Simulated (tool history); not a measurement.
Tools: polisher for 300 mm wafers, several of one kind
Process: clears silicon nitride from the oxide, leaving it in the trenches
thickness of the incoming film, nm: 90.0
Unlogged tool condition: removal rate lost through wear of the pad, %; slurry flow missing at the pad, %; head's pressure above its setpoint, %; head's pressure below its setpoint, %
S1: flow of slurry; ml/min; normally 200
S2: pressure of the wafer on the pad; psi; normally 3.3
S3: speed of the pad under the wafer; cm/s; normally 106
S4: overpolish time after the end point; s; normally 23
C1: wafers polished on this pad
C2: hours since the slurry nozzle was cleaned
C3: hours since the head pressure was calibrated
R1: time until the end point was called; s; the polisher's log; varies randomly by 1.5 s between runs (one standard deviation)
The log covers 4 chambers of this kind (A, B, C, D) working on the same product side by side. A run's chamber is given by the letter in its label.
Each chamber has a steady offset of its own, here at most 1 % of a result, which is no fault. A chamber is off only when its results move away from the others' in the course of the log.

run 1B hour=5.0 | S1=200 S2=3.3 S3=106 S4=23 | C1=1046 C2=563.8 C3=106.5 | R1=73.070
run 2C hour=10.4 | S1=200 S2=3.3 S3=106 S4=23 | C1=419 C2=318.7 C3=118.5 | R1=74.262
-- hour=13.3 chamber B: worn pad replaced by a new one
run 3D hour=14.0 | S1=200 S2=3.3 S3=106 S4=23 | C1=758 C2=88.6 C3=56.1 | R1=74.921
run 4A hour=17.4 | S1=200 S2=3.3 S3=106 S4=23 | C1=470 C2=320.9 C3=741.2 | R1=75.475
run 5A hour=21.0 | S1=200 S2=3.3 S3=106 S4=23 | C1=509 C2=324.5 C3=744.8 | R1=75.491
-- hour=25.9 chamber B: slurry nozzle cleaned
run 6B hour=26.4 | S1=200 S2=3.3 S3=106 S4=23 | C1=143 C2=0.6 C3=127.9 | R1=75.801
run 7C hour=29.1 | S1=200 S2=3.3 S3=106 S4=23 | C1=624 C2=337.4 C3=137.2 | R1=76.628
run 8D hour=33.6 | S1=200 S2=3.3 S3=106 S4=23 | C1=972 C2=108.2 C3=75.7 | R1=77.176
run 9B hour=38.2 | S1=200 S2=3.3 S3=106 S4=23 | C1=271 C2=12.4 C3=139.7 | R1=74.474
run 10A hour=43.0 | S1=200 S2=3.3 S3=106 S4=23 | C1=749 C2=346.5 C3=766.8 | R1=74.792
run 11D hour=47.5 | S1=200 S2=3.3 S3=106 S4=23 | C1=1123 C2=122.1 C3=89.6 | R1=77.205
run 12C hour=50.2 | S1=200 S2=3.3 S3=106 S4=23 | C1=854 C2=358.5 C3=158.3 | R1=76.813
-- hour=55.1 chamber D: worn pad replaced by a new one
run 13D hour=56.3 | S1=200 S2=3.3 S3=106 S4=23 | C1=13 C2=130.9 C3=98.4 | R1=73.800
run 14C hour=61.6 | S1=200 S2=3.3 S3=106 S4=23 | C1=978 C2=369.9 C3=169.7 | R1=77.222
run 15A hour=64.8 | S1=200 S2=4.5 S3=88 S4=23 | C1=987 C2=368.3 C3=788.6 | R1=68.183
run 16B hour=69.4 | S1=200 S2=4.5 S3=88 S4=23 | C1=612 C2=43.6 C3=170.9 | R1=68.682
run 17A hour=74.5 | S1=200 S2=4.5 S3=88 S4=23 | C1=1093 C2=378.0 C3=798.3 | R1=67.850
run 18B hour=78.7 | S1=200 S2=4.5 S3=88 S4=23 | C1=713 C2=52.9 C3=180.2 | R1=66.070
run 19D hour=82.8 | S1=200 S2=3.3 S3=106 S4=23 | C1=302 C2=157.4 C3=124.9 | R1=77.834
run 20C hour=87.7 | S1=200 S2=3.3 S3=106 S4=23 | C1=1263 C2=396.0 C3=195.8 | R1=77.830
-- hour=90.5 chamber A: worn pad replaced by a new one
run 21C hour=90.5 | S1=200 S2=3.3 S3=106 S4=23 | C1=1293 C2=398.8 C3=198.6 | R1=75.687
run 22D hour=93.8 | S1=200 S2=3.3 S3=122 S4=23 | C1=422 C2=168.4 C3=135.9 | R1=66.010
run 23B hour=96.6 | S1=200 S2=3.3 S3=122 S4=23 | C1=909 C2=70.8 C3=198.1 | R1=67.150
-- hour=99.1 chamber C: worn pad replaced by a new one
run 24A hour=100.8 | S1=200 S2=3.3 S3=122 S4=23 | C1=113 C2=404.3 C3=824.6 | R1=65.354
run 25C hour=104.1 | S1=200 S2=3.3 S3=122 S4=23 | C1=55 C2=412.4 C3=212.2 | R1=65.591
run 26B hour=107.6 | S1=200 S2=3.3 S3=106 S4=23 | C1=1029 C2=81.8 C3=209.1 | R1=72.056

All chambers now run identical settings, listed one chamber a line with results as question marks. What results will each chamber show?
run 27A hour=112.1 | S1=200 S2=3.3 S3=106 S4=23 | R1=?
run 27B hour=112.1 | S1=200 S2=3.3 S3=106 S4=23 | R1=?
run 27C hour=112.1 | S1=200 S2=3.3 S3=106 S4=23 | R1=?
run 27D hour=112.1 | S1=200 S2=3.3 S3=106 S4=23 | R1=?

run=27A R1=73.894
run=27B R1=77.139
run=27C R1=78.717
run=27D R1=77.113
